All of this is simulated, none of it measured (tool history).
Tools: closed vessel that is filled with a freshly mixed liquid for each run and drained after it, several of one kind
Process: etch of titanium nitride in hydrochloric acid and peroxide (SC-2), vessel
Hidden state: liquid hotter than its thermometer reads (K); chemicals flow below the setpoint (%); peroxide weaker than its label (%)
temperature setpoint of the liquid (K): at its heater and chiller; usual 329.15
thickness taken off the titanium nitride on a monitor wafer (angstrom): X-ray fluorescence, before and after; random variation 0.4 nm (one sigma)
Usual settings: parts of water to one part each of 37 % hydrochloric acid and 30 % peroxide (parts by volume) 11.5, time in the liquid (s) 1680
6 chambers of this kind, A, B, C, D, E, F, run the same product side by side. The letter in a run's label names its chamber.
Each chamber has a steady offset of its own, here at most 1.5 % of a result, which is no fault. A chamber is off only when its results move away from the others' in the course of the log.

run,day,temperature setpoint of the liquid (K),parts of water to one part each of 37 % hydrochloric acid and 30 % peroxide (parts by volume),time in the liquid (s),hours since the thermometer was replaced,hours since the chemicals flow meter was replaced,hours since the drum of peroxide was connected,"read-back film thickness of the titanium nitride reference wafer, read on the same gauge (nm)",thickness taken off the titanium nitride on a monitor wafer (angstrom)
1B,0.192,329.15,11.5,1680,794.7,629.3,272.6,150.01,467.55
2A,0.417,329.15,11.5,1680,988.9,485.2,705.7,149.99,463.10
3C,0.638,329.15,11.5,1680,736.7,139.0,499.3,150.00,478.77
4E,0.904,329.15,11.5,1680,714.0,388.0,468.4,150.02,484.47
5F,1.058,329.15,11.5,1680,769.4,140.1,206.4,149.99,469.91
6D,1.183,329.15,11.5,1680,2090.7,1361.4,260.5,150.00,479.44
7A,1.462,329.15,11.5,1680,1014.0,510.3,730.8,150.00,470.14
8E,1.683,329.15,11.5,1680,732.7,406.7,487.1,150.02,479.39
9D,1.833,329.15,11.5,1680,2106.3,1377.0,276.1,150.01,479.19
10F,1.992,329.15,9.0,780,791.8,162.5,228.8,150.00,269.77
# day 2.092: chamber E: thermometer replaced
11B,2.275,329.15,9.0,780,844.7,679.3,322.6,150.01,271.07
12C,2.442,329.15,9.0,780,780.0,182.3,542.6,150.00,271.26
13D,2.592,329.15,9.0,780,2124.5,1395.2,294.3,150.02,274.14
14A,2.717,329.15,9.0,780,1044.1,540.4,760.9,150.01,265.65
15B,2.925,329.15,9.0,780,860.3,694.9,338.2,150.00,270.73
16E,3.142,329.15,11.5,1680,25.2,441.7,522.1,149.99,478.90
17F,3.346,329.15,11.5,1680,824.3,195.0,261.3,149.98,470.12
18C,3.617,329.15,15.5,1020,808.2,210.5,570.8,150.01,222.02
19D,3.879,329.15,15.5,1020,2155.4,1426.1,325.2,149.99,223.11
20E,4.158,329.15,15.5,1020,49.6,466.1,546.5,149.98,226.87
# day 4.350: chamber A: new drum of peroxide connected
21F,4.375,329.15,15.5,1020,849.0,219.7,286.0,150.00,225.24
22B,4.571,329.15,15.5,1020,899.8,734.4,377.7,150.01,219.90
23A,4.825,329.15,15.5,1020,1094.7,591.0,11.5,149.98,227.69
# day 4.862: chamber C: new drum of peroxide connected
24C,5.054,329.15,11.5,1680,842.7,245.0,4.6,150.01,476.98
25E,5.296,329.15,11.5,1680,76.9,493.4,573.8,149.99,474.27
26F,5.479,329.15,11.5,1680,875.5,246.2,312.5,149.99,474.30
27B,5.746,329.15,11.5,1680,928.0,762.6,405.9,150.00,472.07
28D,6.000,333.65,11.5,1680,2206.3,1477.0,376.1,150.01,636.22
# day 6.104: chamber E: new drum of peroxide connected
29A,6.196,333.65,11.5,1680,1127.6,623.9,44.4,150.00,655.04
30C,6.438,333.65,11.5,1680,875.9,278.2,37.8,150.00,618.78
31E,6.650,333.65,11.5,1680,109.4,525.9,13.2,150.02,634.27
32B,6.817,333.65,11.5,1680,953.7,788.3,431.6,150.01,612.52
33C,6.962,333.65,11.5,1680,888.5,290.8,50.4,150.02,627.48
34A,7.217,329.15,11.5,1680,1152.1,648.4,68.9,149.99,499.08
35F,7.492,329.15,11.5,1680,923.8,294.5,360.8,150.00,479.10
36D,7.688,329.15,11.5,1680,2246.8,1517.5,416.6,150.01,474.97
37F,7.975,329.15,11.5,1680,935.4,306.1,372.4,149.99,463.00
38C,8.100,329.15,11.5,1680,915.8,318.1,77.7,150.00,475.01
39A,8.350,329.15,11.5,1680,1179.3,675.6,96.1,149.99,504.19
40E,8.492,335.65,8.0,1680,153.6,570.1,57.4,150.00,972.75
41B,8.758,335.65,8.0,1680,1000.3,834.9,478.2,149.99,937.00
42D,9.042,335.65,8.0,1680,2279.3,1550.0,449.1,150.00,956.52
43C,9.321,335.65,8.0,1680,945.1,347.4,107.0,150.01,943.14

What goes on in this fleet: one chamber off, a drifting gauge, or nothing beyond the chambers' own small offsets? Name the chamber and the cause, if any.

Chamber A drifts away from the others.
Cause: liquid hotter than its thermometer reads (K) = 1.63.
The log may not tell that from: chemicals flow above the setpoint (%).

Here are 4 candidates for chamber A's next run, each the usual settings with a change, their results left as question marks. Which one brings its results back in line with what the others give on the usual settings?
In line means no further than this from the other chambers' mean on the usual settings: thickness taken off the titanium nitride on a monitor wafer (angstrom) 14.00
44A-1,9.529,329.15,11.0,1780,,,,,?
44A-2,9.529,329.15,12.0,1580,,,,,?
44A-3,9.529,328.65,11.5,1650,,,,,?
44A-4,9.529,329.15,11.5,1735,,,,,?

The other chambers' mean on the usual settings: thickness taken off the titanium nitride on a monitor wafer (angstrom) 473.87
run,thickness taken off the titanium nitride on a monitor wafer (angstrom)
44A-1,568.69
44A-2,469.21
44A-3,492.30
44A-4,534.08
44A-2 brings the chamber back in line.
